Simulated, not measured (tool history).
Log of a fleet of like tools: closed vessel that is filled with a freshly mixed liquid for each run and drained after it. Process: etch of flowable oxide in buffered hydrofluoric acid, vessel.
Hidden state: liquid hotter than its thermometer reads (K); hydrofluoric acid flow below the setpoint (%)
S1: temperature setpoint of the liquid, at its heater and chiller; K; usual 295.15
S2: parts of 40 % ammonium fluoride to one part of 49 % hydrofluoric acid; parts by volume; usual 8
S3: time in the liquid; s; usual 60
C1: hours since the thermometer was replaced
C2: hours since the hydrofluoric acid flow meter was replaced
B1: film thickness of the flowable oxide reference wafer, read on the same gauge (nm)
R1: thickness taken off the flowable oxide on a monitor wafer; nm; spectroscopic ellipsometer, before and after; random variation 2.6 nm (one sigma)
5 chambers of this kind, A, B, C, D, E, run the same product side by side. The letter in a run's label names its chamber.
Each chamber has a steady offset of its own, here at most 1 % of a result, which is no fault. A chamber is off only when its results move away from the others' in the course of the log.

run    day      S1   S2  S3      C1     C2      B1      R1
 1B  0.225  295.15    8  60  1256.7  342.7  29.958  383.33
     0.238  -- chamber C: hydrofluoric acid flow meter replaced
 2C  0.467  295.15    8  60  1792.7    5.6  29.997  393.03
 3A  0.742  295.15    8  60  1305.9  763.8  30.018   385.8
 4D  0.946  295.15    8  60   211.8  507.7  30.016  390.64
 5E  1.196  295.15    8  60   693.9   84.9  29.976  388.61
 6E  1.396  295.15    8  60   698.7   89.7  30.014  389.51
 7B  1.588  295.15    8  60  1289.4  375.4  30.016  382.17
 8C  1.717  295.15    8  60  1822.7   35.6  29.999  387.43
 9D  1.908  295.15    8  60   234.9  530.8  30.011  387.93
10A  2.104  295.15    8  60  1338.6  796.5  30.007  383.88
11D  2.275  291.65   10  60   243.7  539.6  30.003  260.11
12E  2.454  291.65   10  60   724.1  115.1  30.006   263.1
13A  2.679  291.65   10  60  1352.4  810.3   29.98  264.85
14B  2.904  291.65   10  60    1321    407  29.999  261.06
15C  3.046  291.65   10  60  1854.6   67.5  29.983  260.44
16B  3.312  295.15    8  60  1330.8  416.8  29.986  388.52
     3.462  -- chamber A: thermometer replaced
17D  3.479  295.15    8  60   272.6  568.5   29.98  384.84
18E  3.754  295.15    8  60   755.3  146.3  30.023  391.23
19C  3.938  295.15   11  60    1876   88.9  30.035  291.26
20A  4.125  295.15   11  60    15.9    845  30.036  293.44
21D  4.279  295.15   11  60   291.8  587.7  29.985  290.83
22B   4.55  295.15   11  60  1360.5  446.5  29.989  295.05
23E  4.729  295.15   11  60   778.7  169.7  29.992  289.39
24A  4.875  295.15    8  60    33.9    863  29.985  386.94
25C  5.046  295.15  9.5  60  1902.6  115.5   30.02  332.02
26E  5.221  295.15  9.5  60   790.5  181.5  30.028  330.21
27B  5.388  295.15  9.5  60  1380.6  466.6  30.017  338.79
28C  5.512  295.15  9.5  60  1913.8  126.7  30.014  329.53
29A    5.7  295.15  9.5  60    53.7  882.8  29.996  329.28
30D  5.825  295.15    8  60   328.9  624.8  30.004  390.97
31C  5.996  295.15    8  60  1925.4  138.3  29.971  386.64
32D  6.267  295.15    8  60   339.5  635.4   29.99  388.05
33B  6.462  295.15  5.5  30  1406.4  492.4  30.035   288.1
34E  6.721  295.15  5.5  30   826.5  217.5  30.024  276.19
35A  6.967  295.15  5.5  30    84.1  913.2  30.028  273.79
36E  7.225  295.15  5.5  30   838.6  229.6  29.983  276.78
37B  7.375  295.15  5.5  30  1428.3  514.3   30.01   289.2
38D  7.642  295.15    8  60   372.5  668.4  30.013  391.33
39A  7.858  295.15    8  60   105.5  934.6  30.006  383.52
40C  8.042  295.15    8  60  1974.5  187.4   29.99     387

What goes on in this fleet: one chamber off, a drifting gauge, or nothing beyond the chambers' own small offsets? Name the chamber and the cause, if any.

Chamber B drifts away from the others.
Cause: liquid hotter than its thermometer reads (K) = 1.23.
The log may not tell that from: hydrofluoric acid flow above the setpoint (%).

Here are 4 candidates for chamber B's next run, each the usual settings with a change, their results left as question marks. Which one brings its results back in line with what the others give on the usual settings?
In line means no further than this from the other chambers' mean on the usual settings: R1 9 nm
41B-1  8.242  293.15    8  60               ?
41B-2  8.242  296.15    8  60               ?
41B-3  8.242  295.15  8.5  60               ?
41B-4  8.242  295.65    8  65               ?

The other chambers' mean on the usual settings: R1 387.7 nm
  run      R1
41B-1  369.79
41B-2   435.8
41B-3  386.51
41B-4  459.43
41B-3 brings the chamber back in line.
